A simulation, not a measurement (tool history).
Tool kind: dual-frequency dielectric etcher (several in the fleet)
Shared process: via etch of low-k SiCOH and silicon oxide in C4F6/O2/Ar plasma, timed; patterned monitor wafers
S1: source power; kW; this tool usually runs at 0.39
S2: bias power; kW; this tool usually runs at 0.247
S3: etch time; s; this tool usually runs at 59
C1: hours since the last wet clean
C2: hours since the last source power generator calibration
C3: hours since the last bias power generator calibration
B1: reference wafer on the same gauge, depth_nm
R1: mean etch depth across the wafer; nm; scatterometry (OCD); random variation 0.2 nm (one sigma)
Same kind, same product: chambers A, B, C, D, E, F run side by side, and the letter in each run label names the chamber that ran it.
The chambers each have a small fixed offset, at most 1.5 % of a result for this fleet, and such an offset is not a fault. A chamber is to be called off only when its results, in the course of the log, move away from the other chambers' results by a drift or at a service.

{"hour": 9.1, "done": "chamber D: source power generator calibrated"}
{"run": "1A", "hour": 15.7, "S1": 0.39, "S2": 0.247, "S3": 59, "C1": 44.3, "C2": 2449.1, "C3": 910.7, "B1": 141.99, "R1": 168.03}
{"run": "2B", "hour": 32.3, "S1": 0.39, "S2": 0.247, "S3": 59, "C1": 356.4, "C2": 815.9, "C3": 3351.5, "B1": 141.89, "R1": 169}
{"run": "3F", "hour": 45.1, "S1": 0.39, "S2": 0.247, "S3": 59, "C1": 177.5, "C2": 2383.4, "C3": 435, "B1": 141.88, "R1": 169.55}
{"run": "4C", "hour": 54.2, "S1": 0.39, "S2": 0.247, "S3": 59, "C1": 127.6, "C2": 692.6, "C3": 1760.2, "B1": 141.87, "R1": 170.84}
{"run": "5E", "hour": 65.9, "S1": 0.39, "S2": 0.247, "S3": 59, "C1": 184, "C2": 2622.8, "C3": 3364.2, "B1": 141.92, "R1": 169.15}
{"run": "6D", "hour": 78.4, "S1": 0.39, "S2": 0.247, "S3": 59, "C1": 691.4, "C2": 69.3, "C3": 1026.4, "B1": 141.87, "R1": 168.51}
{"hour": 79.7, "done": "chamber D: wet clean of the chamber"}
{"run": "7F", "hour": 88.2, "S1": 0.39, "S2": 0.247, "S3": 59, "C1": 220.6, "C2": 2426.5, "C3": 478.1, "B1": 141.86, "R1": 169.81}
{"run": "8C", "hour": 100.7, "S1": 0.39, "S2": 0.247, "S3": 59, "C1": 174.1, "C2": 739.1, "C3": 1806.7, "B1": 141.88, "R1": 170.56}
{"run": "9D", "hour": 110.1, "S1": 0.39, "S2": 0.247, "S3": 59, "C1": 30.4, "C2": 101, "C3": 1058.1, "B1": 141.85, "R1": 168.18}
{"run": "10E", "hour": 120.6, "S1": 0.39, "S2": 0.247, "S3": 59, "C1": 238.7, "C2": 2677.5, "C3": 3418.9, "B1": 141.8, "R1": 168.9}
{"run": "11B", "hour": 128.9, "S1": 0.45, "S2": 0.247, "S3": 42.5, "C1": 453, "C2": 912.5, "C3": 3448.1, "B1": 141.82, "R1": 128.42}
{"run": "12A", "hour": 144.8, "S1": 0.45, "S2": 0.247, "S3": 42.5, "C1": 173.4, "C2": 2578.2, "C3": 1039.8, "B1": 141.77, "R1": 127.51}
{"run": "13B", "hour": 152.2, "S1": 0.45, "S2": 0.247, "S3": 42.5, "C1": 476.3, "C2": 935.8, "C3": 3471.4, "B1": 141.76, "R1": 128.3}
{"run": "14A", "hour": 168.5, "S1": 0.45, "S2": 0.247, "S3": 42.5, "C1": 197.1, "C2": 2601.9, "C3": 1063.5, "B1": 141.74, "R1": 127.25}
{"run": "15C", "hour": 180.0, "S1": 0.45, "S2": 0.247, "S3": 42.5, "C1": 253.4, "C2": 818.4, "C3": 1886, "B1": 141.76, "R1": 129.67}
{"run": "16E", "hour": 195.8, "S1": 0.45, "S2": 0.247, "S3": 42.5, "C1": 313.9, "C2": 2752.7, "C3": 3494.1, "B1": 141.68, "R1": 128.59}
{"run": "17D", "hour": 203.6, "S1": 0.39, "S2": 0.247, "S3": 59, "C1": 123.9, "C2": 194.5, "C3": 1151.6, "B1": 141.67, "R1": 168}
{"hour": 208.0, "done": "chamber E: source power generator calibrated"}
{"run": "18F", "hour": 211.0, "S1": 0.39, "S2": 0.247, "S3": 59, "C1": 343.4, "C2": 2549.3, "C3": 600.9, "B1": 141.64, "R1": 169.29}
{"run": "19C", "hour": 218.6, "S1": 0.39, "S2": 0.247, "S3": 59, "C1": 292, "C2": 857, "C3": 1924.6, "B1": 141.66, "R1": 170.48}
{"run": "20D", "hour": 230.8, "S1": 0.43, "S2": 0.275, "S3": 59, "C1": 151.1, "C2": 221.7, "C3": 1178.8, "B1": 141.66, "R1": 180.84}
{"run": "21F", "hour": 240.2, "S1": 0.43, "S2": 0.275, "S3": 59, "C1": 372.6, "C2": 2578.5, "C3": 630.1, "B1": 141.65, "R1": 182.4}
{"run": "22B", "hour": 252.5, "S1": 0.43, "S2": 0.275, "S3": 59, "C1": 576.6, "C2": 1036.1, "C3": 3571.7, "B1": 141.6, "R1": 181.39}
{"run": "23A", "hour": 263.1, "S1": 0.43, "S2": 0.275, "S3": 59, "C1": 291.7, "C2": 2696.5, "C3": 1158.1, "B1": 141.54, "R1": 179.89}
{"run": "24E", "hour": 276.6, "S1": 0.43, "S2": 0.275, "S3": 59, "C1": 394.7, "C2": 68.6, "C3": 3574.9, "B1": 141.61, "R1": 182.28}
{"run": "25C", "hour": 291.4, "S1": 0.43, "S2": 0.275, "S3": 59, "C1": 364.8, "C2": 929.8, "C3": 1997.4, "B1": 141.57, "R1": 183.34}
{"run": "26F", "hour": 305.2, "S1": 0.39, "S2": 0.247, "S3": 59, "C1": 437.6, "C2": 2643.5, "C3": 695.1, "B1": 141.51, "R1": 169.06}
{"run": "27E", "hour": 319.0, "S1": 0.39, "S2": 0.247, "S3": 59, "C1": 437.1, "C2": 111, "C3": 3617.3, "B1": 141.52, "R1": 169.07}
{"hour": 326.2, "done": "chamber B: wet clean of the chamber"}
{"run": "28B", "hour": 328.5, "S1": 0.39, "S2": 0.247, "S3": 43, "C1": 2.4, "C2": 1112.1, "C3": 3647.7, "B1": 141.45, "R1": 122.52}
{"run": "29A", "hour": 344.5, "S1": 0.39, "S2": 0.247, "S3": 43, "C1": 373.1, "C2": 2777.9, "C3": 1239.5, "B1": 141.44, "R1": 122.24}
{"run": "30D", "hour": 352.1, "S1": 0.39, "S2": 0.247, "S3": 43, "C1": 272.4, "C2": 343, "C3": 1300.1, "B1": 141.48, "R1": 122.3}
{"run": "31E", "hour": 366.0, "S1": 0.39, "S2": 0.247, "S3": 43, "C1": 484.1, "C2": 158, "C3": 3664.3, "B1": 141.44, "R1": 122.88}
{"run": "32A", "hour": 378.8, "S1": 0.39, "S2": 0.247, "S3": 43, "C1": 407.4, "C2": 2812.2, "C3": 1273.8, "B1": 141.4, "R1": 121.53}
{"hour": 385.8, "done": "chamber C: wet clean of the chamber"}
{"run": "33D", "hour": 393.2, "S1": 0.39, "S2": 0.247, "S3": 43, "C1": 313.5, "C2": 384.1, "C3": 1341.2, "B1": 141.4, "R1": 122.49}
{"run": "34C", "hour": 409.0, "S1": 0.39, "S2": 0.247, "S3": 59, "C1": 23.3, "C2": 1047.4, "C3": 2115, "B1": 141.35, "R1": 169.92}
{"run": "35F", "hour": 422.9, "S1": 0.39, "S2": 0.247, "S3": 59, "C1": 555.3, "C2": 2761.2, "C3": 812.8, "B1": 141.3, "R1": 168.93}
{"run": "36B", "hour": 435.0, "S1": 0.39, "S2": 0.247, "S3": 59, "C1": 108.9, "C2": 1218.6, "C3": 3754.2, "B1": 141.33, "R1": 168.01}

Does one chamber stand apart from the rest, does the shared gauge drift, or is all well apart from small per-chamber offsets? Give the chamber and the most likely cause, where there is one.

None of the chambers is off. What moves is the gauge, dragging all their readings along together.
What lies behind it: gauge reads low (%) = 0.498.

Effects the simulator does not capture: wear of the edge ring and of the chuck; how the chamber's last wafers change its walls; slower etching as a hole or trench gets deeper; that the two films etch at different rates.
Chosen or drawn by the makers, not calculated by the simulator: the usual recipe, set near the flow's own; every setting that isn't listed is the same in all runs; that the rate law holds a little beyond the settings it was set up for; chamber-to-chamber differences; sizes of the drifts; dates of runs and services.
